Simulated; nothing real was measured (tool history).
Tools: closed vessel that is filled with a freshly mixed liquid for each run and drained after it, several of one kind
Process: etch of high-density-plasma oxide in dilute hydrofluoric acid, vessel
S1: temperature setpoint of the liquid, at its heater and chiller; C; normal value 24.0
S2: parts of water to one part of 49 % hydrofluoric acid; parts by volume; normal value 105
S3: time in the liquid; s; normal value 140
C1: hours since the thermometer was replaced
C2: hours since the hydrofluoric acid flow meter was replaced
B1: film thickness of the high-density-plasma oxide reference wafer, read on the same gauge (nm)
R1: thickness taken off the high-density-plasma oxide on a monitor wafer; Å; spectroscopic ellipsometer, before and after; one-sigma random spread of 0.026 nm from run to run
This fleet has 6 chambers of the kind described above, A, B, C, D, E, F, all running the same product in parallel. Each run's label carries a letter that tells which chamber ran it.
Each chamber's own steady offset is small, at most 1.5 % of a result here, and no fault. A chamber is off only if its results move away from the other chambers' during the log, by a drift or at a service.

run   hour    S1   S2   S3      C1      C2      B1      R1
 1B   10.1  24.0  105  140    48.5   818.3  39.981  67.540
 2C   18.9  24.0  105  140  1655.7   164.1  39.997  67.317
 3D   34.4  24.0  105  140   273.0   742.9  39.982  67.917
 4F   43.9  24.0  105  140  2521.9   358.6  40.034  67.596
 5A   57.0  24.0  105  140  1468.0   953.2  39.973  66.806
 6E   64.4  24.0  105  140   516.8   820.7  40.026  67.882
 7D   75.0  24.0  105  140   313.6   783.5  40.016  67.630
 8B   83.6  24.0  105  140   122.0   891.8  40.014  68.244
 9A   90.7  24.0  105  140  1501.7   986.9  39.929  66.769
10F  103.7  24.0  105  140  2581.7   418.4  40.005  67.477
11E  114.1  24.0  105  140   566.5   870.4  40.002  67.986
12C  128.8  24.0  105  140  1765.6   274.0  39.987  67.469
13A  143.6  24.0  105  140  1554.6  1039.8  39.990  66.564
14F  154.5  24.0  105  140  2632.5   469.2  40.051  67.593
15D  162.2  26.5  105  140   400.8   870.7  40.008  74.608
16B  169.0  26.5  105  140   207.4   977.2  39.958  74.965
     173.9  -- chamber E: thermometer replaced
17E  177.7  26.5  105  140     3.9   934.0  40.023  75.381
18C  191.3  26.5  105  140  1828.1   336.5  40.011  74.153
19D  200.6  26.5  105  140   439.2   909.1  39.964  74.927
20E  214.0  26.5  105  140    40.2   970.3  39.967  75.185
21C  221.9  24.0  105  140  1858.7   367.1  39.986  67.509
22F  230.3  24.0  105  140  2708.3   545.0  39.952  68.089
23A  245.4  24.0  105  140  1656.4  1141.6  40.010  67.081
24B  255.2  24.0  105  140   293.6  1063.4  40.017  67.661
     266.0  -- chamber F: thermometer replaced
25C  267.5  24.0  140  175  1904.3   412.7  39.983  60.808
26E  281.3  24.0  140  175   107.5  1037.6  39.994  61.377
     283.7  -- chamber E: hydrofluoric acid flow meter replaced
27B  289.8  24.0  140  175   328.2  1098.0  40.026  61.240
28D  302.6  24.0  140  175   541.2  1011.1  40.040  61.071
29A  317.6  24.0  140  175  1728.6  1213.8  39.946  60.586
30F  331.7  24.0  140  175    65.8   646.4  39.993  60.924
31C  339.5  24.0  105  140  1976.3   484.7  39.995  67.385
32E  351.1  24.0  105  140   177.3    67.4  40.005  68.044
33D  361.4  24.0  105  140   600.0  1069.9  39.974  68.025
     363.3  -- chamber D: hydrofluoric acid flow meter replaced
34F  377.0  24.0  105  140   111.1   691.7  39.991  67.959
     391.3  -- chamber C: hydrofluoric acid flow meter replaced
35B  392.4  24.0  105  140   430.8  1200.6  39.973  68.095
36A  399.3  24.0  105  140  1810.3  1295.5  40.007  66.524
37B  414.4  24.0  105  140   452.8  1222.6  40.019  67.883
38E  427.6  24.0  105   60   253.8   143.9  40.015  29.302
     427.8  -- chamber C: thermometer replaced
39C  435.2  24.0  105   60     7.5    43.9  40.024  28.835
40F  448.7  24.0  105   60   182.8   763.4  40.013  28.928
41D  456.5  24.0  105   60   695.1    93.2  40.019  29.288
42A  470.6  24.0  105   60  1881.6  1366.8  40.004  28.796

Read the log: is a single chamber off, either drifting away or since a service, is the gauge that measures every chamber drifting, or is nothing wrong beyond small per-chamber offsets? Name any odd chamber and what most likely caused it.

All chambers stay in line apart from their small fixed offsets, and the gauge does not drift.

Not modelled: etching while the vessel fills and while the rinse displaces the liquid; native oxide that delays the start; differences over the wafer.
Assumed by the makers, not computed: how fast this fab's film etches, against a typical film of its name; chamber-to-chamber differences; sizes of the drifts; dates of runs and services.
